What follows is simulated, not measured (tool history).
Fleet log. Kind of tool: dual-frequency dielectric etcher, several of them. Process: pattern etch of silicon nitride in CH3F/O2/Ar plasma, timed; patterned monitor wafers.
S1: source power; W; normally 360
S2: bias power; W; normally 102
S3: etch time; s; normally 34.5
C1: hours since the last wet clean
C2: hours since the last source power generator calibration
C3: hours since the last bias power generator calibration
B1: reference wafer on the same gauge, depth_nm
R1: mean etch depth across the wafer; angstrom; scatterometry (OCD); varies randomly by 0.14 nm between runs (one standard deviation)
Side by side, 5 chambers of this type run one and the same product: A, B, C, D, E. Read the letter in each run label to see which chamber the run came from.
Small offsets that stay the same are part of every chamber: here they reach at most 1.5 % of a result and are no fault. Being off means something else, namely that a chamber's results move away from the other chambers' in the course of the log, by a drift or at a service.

run   hour   S1   S2    S3     C1      C2      C3      B1      R1
 1B    5.1  360  102  34.5  320.1  3991.3  2588.4  26.537  260.84
 2C    9.6  360  102  34.5  366.6   670.1   583.3  26.479  263.15
 3A   15.5  360  102  34.5  196.5  2560.6  3329.2  26.486  263.88
 4D   20.5  360  102  34.5  494.7   973.2   115.5  26.486  265.17
 5E   25.5  360  102  34.5  262.6   591.0  1716.0  26.482  265.18
 6D   28.7  360  102  34.5  502.9   981.4   123.7  26.502  265.07
 7A   33.2  360  102  34.5  214.2  2578.3  3346.9  26.510  258.01
 8C   38.5  360  102  34.5  395.5   699.0   612.2  26.541  261.34
 9E   42.9  360  102  34.5  280.0   608.4  1733.4  26.526  264.54
10B   48.0  360  102  34.5  363.0  4034.2  2631.3  26.510  260.93
11A   54.1  360  102  34.5  235.1  2599.2  3367.8  26.495  258.56
      58.3  -- chamber A: source power generator calibrated
12D   59.8  360  102  29.0  534.0  1012.5   154.8  26.491  226.18
13E   64.3  360  102  29.0  301.4   629.8  1754.8  26.535  222.36
14B   68.7  360  102  29.0  383.7  4054.9  2652.0  26.491  217.37
15C   71.9  360  102  29.0  428.9   732.4   645.6  26.481  221.32
16D   76.1  360  102  29.0  550.3  1028.8   171.1  26.512  224.53
17B   82.0  360  102  34.5  397.0  4068.2  2665.3  26.533  260.74
18C   85.7  360  102  34.5  442.7   746.2   659.4  26.497  263.75
19E   89.3  360  102  34.5  326.4   654.8  1779.8  26.536  265.55
20A   92.9  360  102  34.5  273.9    34.7  3406.6  26.484  254.06
      96.3  -- chamber C: wet clean of the chamber
21D   96.6  430   85  34.5  570.8  1049.3   191.6  26.476  266.67
22C  101.9  430   85  34.5    5.7   762.4   675.6  26.497  261.03
     105.3  -- chamber D: wet clean of the chamber
23B  105.7  430   85  34.5  420.7  4091.9  2689.0  26.529  261.31
24E  110.9  430   85  34.5  348.0   676.4  1801.4  26.490  265.94
25A  114.1  430   85  34.5  295.1    55.9  3427.8  26.470  253.06
26D  119.5  360  102  34.5   14.2  1072.2   214.5  26.450  266.41
27E  124.4  360  102  34.5  361.5   689.9  1814.9  26.457  266.38
28C  130.3  360  102  34.5   34.1   790.8   704.0  26.535  262.32
29B  135.8  360  102  34.5  450.8  4122.0  2719.1  26.479  261.19
30A  140.9  360  102  34.5  321.9    82.7  3454.6  26.455  247.97

Each of the 5 chambers runs these same settings next. Fill in every chamber's results:
31A  145.4  360  102  39.0                   ?
31B  145.4  360  102  39.0                   ?
31C  145.4  360  102  39.0                   ?
31D  145.4  360  102  39.0                   ?
31E  145.4  360  102  39.0                   ?

run      R1
31A  280.68
31B  294.35
31C  298.81
31D  299.39
31E  302.57
